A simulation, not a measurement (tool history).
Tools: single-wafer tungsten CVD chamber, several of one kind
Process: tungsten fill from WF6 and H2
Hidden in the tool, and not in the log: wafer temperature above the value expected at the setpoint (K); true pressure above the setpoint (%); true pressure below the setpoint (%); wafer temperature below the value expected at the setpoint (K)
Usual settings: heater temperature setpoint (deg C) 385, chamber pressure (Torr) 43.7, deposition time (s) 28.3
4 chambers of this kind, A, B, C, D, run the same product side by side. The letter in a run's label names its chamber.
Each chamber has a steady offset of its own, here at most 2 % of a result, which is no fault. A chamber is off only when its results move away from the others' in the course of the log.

| run | hour | heater temperature setpoint (deg C) | chamber pressure (Torr) | deposition time (s) | hours since the last thermocouple change | hours since the last manometer calibration | read-back reference wafer on the same gauge, thickness_nm | mean film thickness on the monitor wafer (nm) |
|---|---|---|---|---|---|---|---|---|
| 1C | 6.3 | 385 | 43.7 | 28.3 | 340 | 2482.7 | 84.997 | 73.383 |
| 2A | 12.1 | 385 | 43.7 | 28.3 | 905.8 | 1294.7 | 84.97 | 73.484 |
|  | 16.3 | chamber D: capacitance manometer re-zeroed and calibrated |
| 3D | 19.8 | 385 | 43.7 | 28.3 | 536.9 | 3.5 | 84.962 | 74.691 |
| 4B | 29.1 | 385 | 43.7 | 28.3 | 1305 | 1774.8 | 84.929 | 73.525 |
| 5B | 35.6 | 385 | 43.7 | 28.3 | 1311.5 | 1781.3 | 84.927 | 73.626 |
| 6D | 43.6 | 385 | 43.7 | 28.3 | 560.7 | 27.3 | 84.894 | 74.704 |
| 7C | 52.9 | 385 | 43.7 | 28.3 | 386.6 | 2529.3 | 84.905 | 73.131 |
|  | 57.9 | chamber C: capacitance manometer re-zeroed and calibrated |
| 8A | 60.1 | 385 | 43.7 | 28.3 | 953.8 | 1342.7 | 84.864 | 73.265 |
| 9A | 68.7 | 385 | 43.7 | 28.3 | 962.4 | 1351.3 | 84.813 | 73.449 |
| 10D | 74.6 | 385 | 43.7 | 28.3 | 591.7 | 58.3 | 84.853 | 74.69 |
| 11B | 82.4 | 385 | 43.7 | 28.3 | 1358.3 | 1828.1 | 84.825 | 73.387 |
| 12C | 89.1 | 385 | 43.7 | 28.3 | 422.8 | 31.2 | 84.819 | 73.187 |
| 13A | 95.2 | 385 | 43.7 | 23.6 | 988.9 | 1377.8 | 84.785 | 60.96 |
| 14D | 103.5 | 385 | 43.7 | 23.6 | 620.6 | 87.2 | 84.757 | 62.138 |
| 15C | 112.7 | 385 | 43.7 | 23.6 | 446.4 | 54.8 | 84.773 | 60.89 |
| 16B | 118.5 | 385 | 43.7 | 23.6 | 1394.4 | 1864.2 | 84.761 | 61.234 |
| 17B | 126.4 | 385 | 43.7 | 28.3 | 1402.3 | 1872.1 | 84.713 | 73.493 |
| 18A | 131 | 385 | 43.7 | 28.3 | 1024.7 | 1413.6 | 84.74 | 73.14 |
| 19C | 138.5 | 399 | 51.3 | 28.3 | 472.2 | 80.6 | 84.681 | 102.98 |
| 20D | 144.6 | 399 | 51.3 | 28.3 | 661.7 | 128.3 | 84.663 | 105.19 |
| 21D | 152.3 | 399 | 51.3 | 28.3 | 669.4 | 136 | 84.664 | 105.24 |
| 22A | 157.5 | 399 | 51.3 | 28.3 | 1051.2 | 1440.1 | 84.681 | 103.24 |
| 23B | 164.4 | 385 | 43.7 | 28.3 | 1440.3 | 1910.1 | 84.667 | 73.417 |
| 24C | 170.3 | 385 | 43.7 | 28.3 | 504 | 112.4 | 84.633 | 72.934 |
| 25D | 177.2 | 385 | 43.7 | 28.3 | 694.3 | 160.9 | 84.608 | 74.54 |
| 26B | 182.3 | 385 | 43.7 | 28.3 | 1458.2 | 1928 | 84.585 | 73.346 |
| 27C | 189.3 | 385 | 43.7 | 28.3 | 523 | 131.4 | 84.57 | 73.082 |
|  | 194.7 | chamber A: thermocouple changed; heater temperature recalibrated |
| 28A | 194.9 | 385 | 43.7 | 28.3 | 0.2 | 1477.5 | 84.567 | 73.045 |

Is one chamber off against the others, does the gauge drift, or is nothing wrong? If a chamber is off, say which, and what the likeliest cause is.

The gauge drifts, so all chambers seem to drift together. No chamber is off.
Cause: gauge reads low (%) = 0.517.
